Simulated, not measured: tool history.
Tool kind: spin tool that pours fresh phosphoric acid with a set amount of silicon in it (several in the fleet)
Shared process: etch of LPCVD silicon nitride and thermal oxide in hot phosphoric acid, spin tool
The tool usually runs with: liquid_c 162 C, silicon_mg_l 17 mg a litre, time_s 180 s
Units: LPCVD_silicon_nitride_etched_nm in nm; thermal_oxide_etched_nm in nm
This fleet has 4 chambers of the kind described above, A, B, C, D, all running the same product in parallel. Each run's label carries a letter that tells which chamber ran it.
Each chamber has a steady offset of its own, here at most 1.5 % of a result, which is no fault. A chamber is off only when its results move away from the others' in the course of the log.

run	day	liquid_c	silicon_mg_l	time_s	read-back film thickness of the LPCVD silicon nitride reference wafer, read on the same gauge (nm)	read-back film thickness of the thermal oxide reference wafer, read on the same gauge (nm)	LPCVD_silicon_nitride_etched_nm	thermal_oxide_etched_nm
1A	0.342	162	17	180	139.99	40.003	18.085	0.34996
2B	0.525	162	17	180	140.03	40.001	18.17	0.38503
3C	0.829	162	17	180	140	39.979	17.941	0.41858
4D	1.167	162	17	180	139.99	39.998	17.976	0.40061
5A	1.354	164.5	17	180	140.01	39.979	20.151	0.47217
6C	1.633	164.5	17	180	139.99	40.035	19.697	0.40899
7B	1.892	164.5	17	180	139.99	39.984	19.901	0.50669
8D	2.083	164.5	17	180	140.01	40.014	19.578	0.51318
9B	2.321	162	17	180	139.99	39.996	18.309	0.39819
10C	2.55	162	17	180	140.01	39.99	18.253	0.36551
11D	2.858	162	17	180	139.98	40.011	18.155	0.43274
12A	3.133	164.5	17	125	140	40.016	13.638	0.33012
13A	3.417	164.5	17	125	140.02	40.006	13.895	0.35111
14D	3.754	164.5	17	125	139.99	39.995	13.663	0.33384
15C	3.938	164.5	17	125	140.01	40.014	13.764	0.28302
16B	4.129	162	17	180	140	40.004	18.28	0.4107
17B	4.392	162	17	180	139.97	40.022	18.18	0.38133
18D	4.542	162	11	180	139.99	40.023	17.946	0.4785
19A	4.729	162	11	180	139.99	40.03	18.144	0.40724
20C	4.929	162	11	180	139.99	39.99	17.952	0.46617
21A	5.154	162	11	180	140	40.011	18.242	0.49074
22B	5.358	162	17	180	139.99	40.008	18.374	0.42861
23D	5.658	162	17	180	140.03	39.985	18.219	0.39566
24C	5.892	162	17	180	140.01	40.009	18.397	0.38785
25D	6.067	162	17	180	140.02	40.027	17.95	0.44555
26A	6.233	162	17	180	139.99	39.981	18.374	0.44518
27B	6.521	162	17	180	140	40.013	18.185	0.38783
28C	6.775	162	17	180	139.99	40.011	18.466	0.36133
29C	7.017	162	17	180	139.99	40	18.402	0.37479
30A	7.225	162	17	180	140.01	40.006	18.086	0.42444
31B	7.421	162	17	180	140.02	39.996	18.305	0.35172
32D	7.629	162	17	180	140	40.021	17.855	0.43937
33D	7.862	162	17	180	140.01	39.98	18.105	0.43826

For the next run the whole fleet of 4 chambers uses the same settings. Give each chamber's results:
34A	8.104	162	17	95			?	?
34B	8.104	162	17	95			?	?
34C	8.104	162	17	95			?	?
34D	8.104	162	17	95			?	?

run	LPCVD_silicon_nitride_etched_nm	thermal_oxide_etched_nm
34A	9.5515	0.21303
34B	9.5823	0.20044
34C	9.563	0.23005
34D	9.5725	0.20438

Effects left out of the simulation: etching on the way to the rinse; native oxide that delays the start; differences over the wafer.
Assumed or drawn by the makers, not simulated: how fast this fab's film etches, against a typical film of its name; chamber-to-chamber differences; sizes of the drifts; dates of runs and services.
